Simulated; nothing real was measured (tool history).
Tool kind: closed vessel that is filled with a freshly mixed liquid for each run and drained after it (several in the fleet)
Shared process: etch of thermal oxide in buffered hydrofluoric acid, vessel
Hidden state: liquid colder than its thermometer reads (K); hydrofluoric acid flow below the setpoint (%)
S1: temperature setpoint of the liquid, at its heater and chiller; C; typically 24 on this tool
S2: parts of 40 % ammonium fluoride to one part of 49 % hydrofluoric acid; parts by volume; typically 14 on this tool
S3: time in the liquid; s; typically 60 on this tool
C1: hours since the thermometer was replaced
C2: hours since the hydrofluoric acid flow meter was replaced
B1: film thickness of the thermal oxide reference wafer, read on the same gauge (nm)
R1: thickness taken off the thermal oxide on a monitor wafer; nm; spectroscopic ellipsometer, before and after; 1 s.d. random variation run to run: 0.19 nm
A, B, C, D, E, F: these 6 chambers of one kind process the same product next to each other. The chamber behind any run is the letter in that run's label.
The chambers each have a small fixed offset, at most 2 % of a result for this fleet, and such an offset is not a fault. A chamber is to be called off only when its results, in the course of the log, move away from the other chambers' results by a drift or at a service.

run 1D hour=4.7 | S1=24 S2=14 S3=60 | C1=909.5 C2=225.5 | B1=49.996 | R1=51.363
run 2B hour=11.4 | S1=24 S2=14 S3=60 | C1=1101.1 C2=666.4 | B1=49.994 | R1=52.016
run 3F hour=20.2 | S1=24 S2=14 S3=60 | C1=1669.2 C2=219.7 | B1=50.019 | R1=51.999
run 4C hour=26.3 | S1=24 S2=14 S3=60 | C1=109.9 C2=86.6 | B1=50.010 | R1=50.832
run 5A hour=35.0 | S1=24 S2=14 S3=60 | C1=321.9 C2=270.2 | B1=49.990 | R1=51.445
run 6E hour=40.4 | S1=24 S2=14 S3=60 | C1=1388.6 C2=1178.5 | B1=50.000 | R1=51.428
run 7F hour=48.4 | S1=24 S2=14 S3=60 | C1=1697.4 C2=247.9 | B1=50.007 | R1=51.898
run 8C hour=56.9 | S1=24 S2=14 S3=60 | C1=140.5 C2=117.2 | B1=49.996 | R1=50.976
run 9E hour=66.4 | S1=24 S2=14 S3=60 | C1=1414.6 C2=1204.5 | B1=50.022 | R1=51.251
run 10A hour=73.5 | S1=24 S2=14 S3=60 | C1=360.4 C2=308.7 | B1=50.011 | R1=51.816
run 11D hour=78.5 | S1=24 S2=14 S3=60 | C1=983.3 C2=299.3 | B1=50.002 | R1=51.259
run 12B hour=86.3 | S1=24 S2=14 S3=60 | C1=1176.0 C2=741.3 | B1=49.990 | R1=51.824
run 13A hour=95.9 | S1=24 S2=14 S3=60 | C1=382.8 C2=331.1 | B1=49.994 | R1=51.394
run 14B hour=104.1 | S1=24 S2=14 S3=60 | C1=1193.8 C2=759.1 | B1=49.992 | R1=51.966
run 15E hour=111.6 | S1=24 S2=14 S3=60 | C1=1459.8 C2=1249.7 | B1=50.000 | R1=51.595
run 16C hour=120.5 | S1=24 S2=14 S3=60 | C1=204.1 C2=180.8 | B1=50.014 | R1=50.479
run 17D hour=127.7 | S1=24 S2=14 S3=60 | C1=1032.5 C2=348.5 | B1=49.987 | R1=51.559
run 18F hour=133.2 | S1=24 S2=14 S3=60 | C1=1782.2 C2=332.7 | B1=50.002 | R1=51.680
run 19B hour=138.7 | S1=24 S2=14 S3=60 | C1=1228.4 C2=793.7 | B1=50.005 | R1=51.868
run 20F hour=147.2 | S1=24 S2=14 S3=60 | C1=1796.2 C2=346.7 | B1=50.008 | R1=52.004
run 21D hour=154.5 | S1=24 S2=14 S3=60 | C1=1059.3 C2=375.3 | B1=49.997 | R1=51.582
run 22E hour=160.5 | S1=24 S2=14 S3=60 | C1=1508.7 C2=1298.6 | B1=50.018 | R1=51.329
run 23C hour=165.7 | S1=19 S2=10 S3=60 | C1=249.3 C2=226.0 | B1=49.985 | R1=53.467
run 24A hour=175.1 | S1=19 S2=10 S3=60 | C1=462.0 C2=410.3 | B1=50.005 | R1=53.792
run 25A hour=181.8 | S1=19 S2=10 S3=60 | C1=468.7 C2=417.0 | B1=50.001 | R1=54.334
run 26B hour=186.9 | S1=19 S2=10 S3=60 | C1=1276.6 C2=841.9 | B1=49.997 | R1=54.518
run 27D hour=194.8 | S1=19 S2=10 S3=60 | C1=1099.6 C2=415.6 | B1=50.005 | R1=55.038
run 28C hour=203.8 | S1=19 S2=10 S3=60 | C1=287.4 C2=264.1 | B1=50.022 | R1=53.465
run 29E hour=211.9 | S1=24 S2=14 S3=60 | C1=1560.1 C2=1350.0 | B1=50.009 | R1=51.292
run 30F hour=221.0 | S1=24 S2=14 S3=60 | C1=1870.0 C2=420.5 | B1=49.998 | R1=52.022
run 31F hour=225.6 | S1=24 S2=14 S3=60 | C1=1874.6 C2=425.1 | B1=50.020 | R1=52.109
run 32D hour=230.1 | S1=24 S2=14 S3=60 | C1=1134.9 C2=450.9 | B1=50.003 | R1=51.660
run 33E hour=236.7 | S1=24 S2=14 S3=60 | C1=1584.9 C2=1374.8 | B1=49.989 | R1=51.062
run 34A hour=245.2 | S1=24 S2=14 S3=60 | C1=532.1 C2=480.4 | B1=50.005 | R1=51.786
run 35C hour=250.1 | S1=24 S2=14 S3=60 | C1=333.7 C2=310.4 | B1=49.996 | R1=50.525
run 36B hour=258.4 | S1=24 S2=14 S3=60 | C1=1348.1 C2=913.4 | B1=49.993 | R1=52.004
run 37F hour=263.4 | S1=24 S2=14 S3=60 | C1=1912.4 C2=462.9 | B1=49.986 | R1=52.391

Does one chamber stand apart from the rest, does the shared gauge drift, or is all well apart from small per-chamber offsets? Give the chamber and the most likely cause, where there is one.

Beyond each chamber's small constant offset nothing stands out, and the gauge stays steady.
